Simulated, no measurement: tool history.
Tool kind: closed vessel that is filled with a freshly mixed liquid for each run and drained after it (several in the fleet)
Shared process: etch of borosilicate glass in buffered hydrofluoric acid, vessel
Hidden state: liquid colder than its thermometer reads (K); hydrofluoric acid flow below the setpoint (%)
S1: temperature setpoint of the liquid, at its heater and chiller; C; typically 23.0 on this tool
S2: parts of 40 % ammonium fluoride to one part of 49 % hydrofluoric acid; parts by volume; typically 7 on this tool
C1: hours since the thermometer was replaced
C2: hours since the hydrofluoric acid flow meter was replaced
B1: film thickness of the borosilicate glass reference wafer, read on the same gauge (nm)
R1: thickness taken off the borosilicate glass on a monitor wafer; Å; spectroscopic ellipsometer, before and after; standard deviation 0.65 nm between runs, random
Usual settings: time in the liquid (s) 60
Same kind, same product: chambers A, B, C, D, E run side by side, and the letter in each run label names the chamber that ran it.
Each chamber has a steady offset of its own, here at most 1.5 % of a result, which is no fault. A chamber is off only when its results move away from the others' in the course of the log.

Run 1B, hour 5.9: usual settings; C1 503.4; C2 1111.0; B1 99.997. Result: R1 973.19 Å.
At hour 8.5: chamber B: hydrofluoric acid flow meter replaced.
Run 2C, hour 16.1: usual settings; C1 728.1; C2 701.2; B1 100.020. Result: R1 1005.70 Å.
Run 3A, hour 27.4: usual settings; C1 223.1; C2 471.4; B1 99.992. Result: R1 994.93 Å.
Run 4E, hour 34.1: usual settings; C1 605.3; C2 114.4; B1 99.973. Result: R1 990.43 Å.
Run 5D, hour 47.3: usual settings but S1 19.5 C, time in the liquid (s) 30; C1 97.6; C2 227.7; B1 99.988. Result: R1 414.66 Å.
Run 6A, hour 54.0: usual settings but S1 19.5 C, time in the liquid (s) 30; C1 249.7; C2 498.0; B1 99.996. Result: R1 409.74 Å.
Run 7D, hour 66.4: usual settings but S1 19.5 C, time in the liquid (s) 30; C1 116.7; C2 246.8; B1 100.030. Result: R1 410.84 Å.
Run 8C, hour 74.0: usual settings but S1 19.5 C, time in the liquid (s) 30; C1 786.0; C2 759.1; B1 99.996. Result: R1 410.39 Å.
Run 9E, hour 82.3: usual settings but S1 19.5 C, time in the liquid (s) 30; C1 653.5; C2 162.6; B1 100.010. Result: R1 408.13 Å.
Run 10B, hour 89.5: usual settings; C1 587.0; C2 81.0; B1 99.994. Result: R1 990.53 Å.
Run 11E, hour 100.5: usual settings; C1 671.7; C2 180.8; B1 100.010. Result: R1 972.61 Å.
Run 12B, hour 108.2: usual settings but S1 26.0 C; C1 605.7; C2 99.7; B1 100.010. Result: R1 1151.20 Å.
Run 13C, hour 121.2: usual settings but S1 26.0 C; C1 833.2; C2 806.3; B1 99.959. Result: R1 1168.70 Å.
Run 14A, hour 129.0: usual settings but S1 26.0 C; C1 324.7; C2 573.0; B1 99.995. Result: R1 1167.20 Å.
At hour 133.4: chamber C: hydrofluoric acid flow meter replaced.
Run 15D, hour 135.9: usual settings but S1 26.0 C; C1 186.2; C2 316.3; B1 99.995. Result: R1 1189.40 Å.
Run 16E, hour 148.5: usual settings but S1 26.0 C; C1 719.7; C2 228.8; B1 99.976. Result: R1 1157.50 Å.
Run 17A, hour 159.4: usual settings; C1 355.1; C2 603.4; B1 100.010. Result: R1 989.89 Å.
Run 18B, hour 170.1: usual settings; C1 667.6; C2 161.6; B1 99.985. Result: R1 956.08 Å.
Run 19C, hour 183.6: usual settings; C1 895.6; C2 50.3; B1 100.020. Result: R1 993.03 Å.
Run 20D, hour 192.5: usual settings; C1 242.8; C2 372.9; B1 100.000. Result: R1 1002.40 Å.
Run 21C, hour 204.0: usual settings; C1 916.0; C2 70.7; B1 100.000. Result: R1 990.83 Å.
Run 22B, hour 213.2: usual settings but S1 20.5 C, time in the liquid (s) 30; C1 710.7; C2 204.7; B1 100.010. Result: R1 414.26 Å.
Run 23A, hour 220.1: usual settings but S1 20.5 C, time in the liquid (s) 30; C1 415.8; C2 664.1; B1 100.030. Result: R1 437.73 Å.
Run 24D, hour 233.5: usual settings but S1 20.5 C, time in the liquid (s) 30; C1 283.8; C2 413.9; B1 99.982. Result: R1 429.86 Å.
Run 25E, hour 239.8: usual settings but S1 20.5 C, time in the liquid (s) 30; C1 811.0; C2 320.1; B1 99.995. Result: R1 432.91 Å.
Run 26B, hour 246.7: usual settings but S1 20.5 C, time in the liquid (s) 30; C1 744.2; C2 238.2; B1 100.010. Result: R1 404.85 Å.
Run 27D, hour 255.9: usual settings; C1 306.2; C2 436.3; B1 99.981. Result: R1 994.39 Å.
Run 28E, hour 266.7: usual settings; C1 837.9; C2 347.0; B1 99.997. Result: R1 997.46 Å.
Run 29A, hour 273.5: usual settings; C1 469.2; C2 717.5; B1 100.020. Result: R1 989.38 Å.
Run 30C, hour 285.8: usual settings; C1 997.8; C2 152.5; B1 100.010. Result: R1 996.53 Å.
Run 31D, hour 294.5: usual settings; C1 344.8; C2 474.9; B1 99.981. Result: R1 1008.70 Å.
Run 32A, hour 307.4: usual settings; C1 503.1; C2 751.4; B1 100.020. Result: R1 995.03 Å.
Run 33E, hour 315.8: usual settings; C1 887.0; C2 396.1; B1 99.998. Result: R1 993.59 Å.
Run 34B, hour 327.9: usual settings; C1 825.4; C2 319.4; B1 100.000. Result: R1 906.44 Å.

Is one chamber out of step, is the gauge drifting, or do the chambers differ by no more than their own small offsets? For an off chamber, give its letter and the likeliest cause.

It is chamber B that slowly wanders off from its peers.
What lies behind it: liquid colder than its thermometer reads (K) = 1.48.
Not necessarily distinguishable in this log from: hydrofluoric acid flow below the setpoint (%).

Which of the 4 candidates below, each the usual settings with something changed and its results left as question marks, puts chamber B back in line with what the other chambers give on the usual settings?
A result is in line if it is within this distance of the other chambers' mean on the usual settings: R1 23.00 Å
Run 35B-1, hour 337.6: usual settings but S1 21.5 C. Result: R1 ?.
Run 35B-2, hour 337.6: usual settings but S1 22.5 C. Result: R1 ?.
Run 35B-3, hour 337.6: usual settings but S1 23.5 C. Result: R1 ?.
Run 35B-4, hour 337.6: usual settings but S1 23.5 C, S2 6.5 parts by volume. Result: R1 ?.

Usual-settings mean across the other chambers: R1 994.15 Å
  run      R1
35B-1  839.51
35B-2  886.36
35B-3  935.02
35B-4  999.58
35B-4 brings the chamber back in line.

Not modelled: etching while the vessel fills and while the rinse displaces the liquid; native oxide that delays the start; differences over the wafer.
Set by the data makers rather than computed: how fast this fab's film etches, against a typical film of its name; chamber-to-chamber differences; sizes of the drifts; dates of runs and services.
